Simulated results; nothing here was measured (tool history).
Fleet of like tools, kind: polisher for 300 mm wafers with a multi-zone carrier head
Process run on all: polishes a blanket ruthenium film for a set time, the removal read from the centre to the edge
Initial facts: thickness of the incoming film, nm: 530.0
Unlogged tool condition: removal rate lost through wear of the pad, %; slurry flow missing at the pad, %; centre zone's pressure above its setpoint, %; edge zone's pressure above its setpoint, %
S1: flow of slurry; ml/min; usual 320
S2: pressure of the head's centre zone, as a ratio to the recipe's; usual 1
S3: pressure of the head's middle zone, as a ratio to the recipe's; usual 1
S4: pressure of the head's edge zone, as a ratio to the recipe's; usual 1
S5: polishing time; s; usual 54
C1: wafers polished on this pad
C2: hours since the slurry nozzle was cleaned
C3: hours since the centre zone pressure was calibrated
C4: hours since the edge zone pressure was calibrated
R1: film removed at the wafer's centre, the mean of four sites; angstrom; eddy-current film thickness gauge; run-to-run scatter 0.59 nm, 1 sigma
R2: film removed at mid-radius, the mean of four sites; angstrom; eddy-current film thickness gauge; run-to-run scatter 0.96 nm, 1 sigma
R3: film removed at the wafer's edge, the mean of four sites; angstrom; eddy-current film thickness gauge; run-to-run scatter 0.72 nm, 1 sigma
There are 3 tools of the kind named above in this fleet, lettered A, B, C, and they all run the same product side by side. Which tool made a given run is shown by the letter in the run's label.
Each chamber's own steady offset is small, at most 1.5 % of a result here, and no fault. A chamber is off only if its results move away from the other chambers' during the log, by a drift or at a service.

| run | day | S1 | S2 | S3 | S4 | S5 | C1 | C2 | C3 | C4 | R1 | R2 | R3 |
|---|---|---|---|---|---|---|---|---|---|---|---|---|---|
| 1B | 0.262 | 320 | 1 | 1 | 1 | 54 | 263 | 238 | 346.2 | 267.1 | 697.24 | 699.97 | 686.62 |
| 2A | 0.633 | 320 | 1 | 1 | 1 | 54 | 375 | 201.6 | 342.4 | 465.2 | 708.68 | 693.43 | 688.94 |
| 3C | 1.158 | 320 | 1 | 1 | 1 | 54 | 961 | 520.7 | 272.8 | 291.3 | 695.12 | 693.08 | 695.54 |
|  | 1.379 | chamber C: worn pad replaced by a new one |
| 4C | 1.567 | 320 | 1 | 1 | 1 | 54 | 67 | 530.5 | 282.6 | 301.1 | 685.56 | 671.19 | 702.48 |
|  | 1.688 | chamber B: slurry nozzle cleaned |
|  | 1.771 | chamber A: slurry nozzle cleaned |
| 5B | 1.858 | 320 | 1 | 1 | 1 | 54 | 836 | 4.1 | 384.5 | 305.4 | 685.87 | 714.94 | 695.01 |
| 6A | 2.246 | 320 | 1 | 1 | 1 | 54 | 953 | 11.5 | 381.1 | 503.9 | 696.54 | 705.35 | 700.33 |
|  | 2.425 | chamber B: worn pad replaced by a new one |
| 7B | 2.504 | 320 | 1 | 1 | 1 | 54 | 29 | 19.6 | 400 | 320.9 | 682.38 | 711.42 | 694.96 |
| 8C | 2.908 | 360 | 1 | 1 | 1 | 54 | 549 | 562.7 | 314.8 | 333.3 | 711.68 | 708.13 | 708.63 |
|  | 3.233 | chamber A: worn pad replaced by a new one |
| 9A | 3.308 | 360 | 1 | 1 | 1 | 54 | 27 | 37 | 406.6 | 529.4 | 701.29 | 699.04 | 705.43 |
| 10C | 3.762 | 360 | 1 | 1 | 1 | 54 | 855 | 583.2 | 335.3 | 353.8 | 694.57 | 697.46 | 720.85 |
|  | 4.175 | chamber C: worn pad replaced by a new one |
| 11B | 4.225 | 320 | 1 | 1 | 1 | 54 | 646 | 60.9 | 441.3 | 362.2 | 698.01 | 705.89 | 696.29 |
| 12A | 4.629 | 320 | 1 | 1 | 1 | 54 | 501 | 68.7 | 438.3 | 561.1 | 701.51 | 705.6 | 690.06 |
|  | 5.083 | chamber B: worn pad replaced by a new one |
| 13B | 5.112 | 320 | 1 | 0.92 | 0.91 | 54 | 10 | 82.2 | 462.6 | 383.5 | 693.83 | 647.9 | 662.52 |
| 14A | 5.412 | 320 | 1 | 0.92 | 0.91 | 54 | 782 | 87.5 | 457.1 | 579.9 | 712.76 | 664.6 | 659.98 |
| 15C | 5.775 | 320 | 1 | 0.92 | 0.91 | 54 | 574 | 631.5 | 383.6 | 402.1 | 689.46 | 662.86 | 659.69 |
| 16C | 6.112 | 320 | 1 | 1 | 1 | 54 | 695 | 639.6 | 391.7 | 410.2 | 697.32 | 674.73 | 696.15 |
| 17A | 6.521 | 320 | 1 | 1 | 1 | 54 | 1179 | 114.1 | 483.7 | 606.5 | 719.18 | 724.35 | 697.81 |
| 18B | 6.888 | 375 | 1 | 1 | 1 | 54 | 647 | 124.8 | 505.2 | 426.1 | 693.35 | 711.99 | 700.35 |
|  | 6.958 | chamber C: worn pad replaced by a new one |
|  | 7.021 | chamber A: worn pad replaced by a new one |
|  | 7.342 | chamber C: slurry nozzle cleaned |
| 19B | 7.442 | 375 | 1 | 1 | 1 | 54 | 846 | 138.1 | 518.5 | 439.4 | 699.29 | 713.38 | 712.84 |
|  | 7.708 | chamber B: worn pad replaced by a new one |
| 20C | 7.883 | 375 | 1 | 1 | 1 | 54 | 332 | 13.1 | 434.2 | 452.7 | 704.16 | 731.65 | 713.99 |
| 21A | 8.429 | 320 | 1 | 1 | 1 | 54 | 505 | 159.9 | 529.5 | 652.3 | 730.14 | 709.37 | 679.78 |
| 22C | 8.975 | 320 | 1 | 1 | 1 | 54 | 724 | 39.3 | 460.4 | 478.9 | 691.09 | 696.03 | 699.86 |
| 23B | 9.392 | 320 | 1 | 1 | 1 | 54 | 604 | 184.9 | 565.3 | 486.2 | 686.99 | 706.92 | 695.67 |
| 24A | 9.733 | 320 | 1 | 1 | 1 | 54 | 973 | 191.2 | 560.8 | 683.6 | 742.51 | 705.4 | 692.1 |
| 25A | 10.162 | 320 | 1 | 1 | 1 | 54 | 1127 | 201.5 | 571.1 | 693.9 | 738.33 | 701.21 | 699.35 |
|  | 10.217 | chamber C: centre zone pressure recalibrated |
|  | 10.254 | chamber C: worn pad replaced by a new one |
|  | 10.267 | chamber B: worn pad replaced by a new one |
|  | 10.533 | chamber A: slurry nozzle cleaned |
| 26C | 10.592 | 265 | 1 | 1 | 0.91 | 54 | 121 | 78.1 | 9.1 | 517.7 | 684.18 | 697.47 | 650.97 |
| 27B | 10.85 | 265 | 1 | 1 | 0.91 | 54 | 209 | 219.9 | 600.3 | 521.2 | 683.15 | 694.29 | 648 |
|  | 10.896 | chamber A: worn pad replaced by a new one |
| 28B | 11.129 | 265 | 1 | 1 | 0.91 | 54 | 310 | 226.6 | 607 | 527.9 | 673.11 | 695.26 | 650.36 |
| 29C | 11.583 | 260 | 1 | 1 | 1.06 | 54 | 476 | 101.9 | 32.9 | 541.5 | 682.48 | 675.11 | 706.01 |
| 30A | 12.108 | 260 | 1 | 1 | 1.06 | 54 | 435 | 37.9 | 617.8 | 740.6 | 731.43 | 701.85 | 710.82 |
| 31A | 12.533 | 260 | 1 | 1 | 1.06 | 54 | 588 | 48.1 | 628 | 750.8 | 740.21 | 714.11 | 715 |
|  | 12.854 | chamber B: worn pad replaced by a new one |
| 32B | 13.025 | 320 | 1 | 1 | 1 | 54 | 61 | 272.1 | 652.5 | 573.4 | 693.72 | 707.5 | 695.44 |
|  | 13.183 | chamber C: worn pad replaced by a new one |
| 33C | 13.55 | 320 | 1 | 1 | 1 | 54 | 132 | 149.1 | 80.1 | 588.7 | 698.26 | 697.6 | 713.39 |
| 34C | 13.971 | 320 | 1 | 1 | 1 | 54 | 283 | 159.2 | 90.2 | 598.8 | 699.72 | 685.46 | 690.97 |
| 35A | 14.429 | 320 | 1 | 1 | 1 | 54 | 1268 | 93.6 | 673.5 | 796.3 | 774.68 | 725.11 | 692.64 |

Next, every chamber runs the same settings. What will each give?
| 36A | 14.825 | 320 | 0.92 | 1 | 1 | 54 |  |  |  |  | ? | ? | ? |
| 36B | 14.825 | 320 | 0.92 | 1 | 1 | 54 |  |  |  |  | ? | ? | ? |
| 36C | 14.825 | 320 | 0.92 | 1 | 1 | 54 |  |  |  |  | ? | ? | ? |

| run | R1 | R2 | R3 |
|---|---|---|---|
| 36A | 707.05 | 697.09 | 691.74 |
| 36B | 636.45 | 720.57 | 706.51 |
| 36C | 624.71 | 705.86 | 717.26 |

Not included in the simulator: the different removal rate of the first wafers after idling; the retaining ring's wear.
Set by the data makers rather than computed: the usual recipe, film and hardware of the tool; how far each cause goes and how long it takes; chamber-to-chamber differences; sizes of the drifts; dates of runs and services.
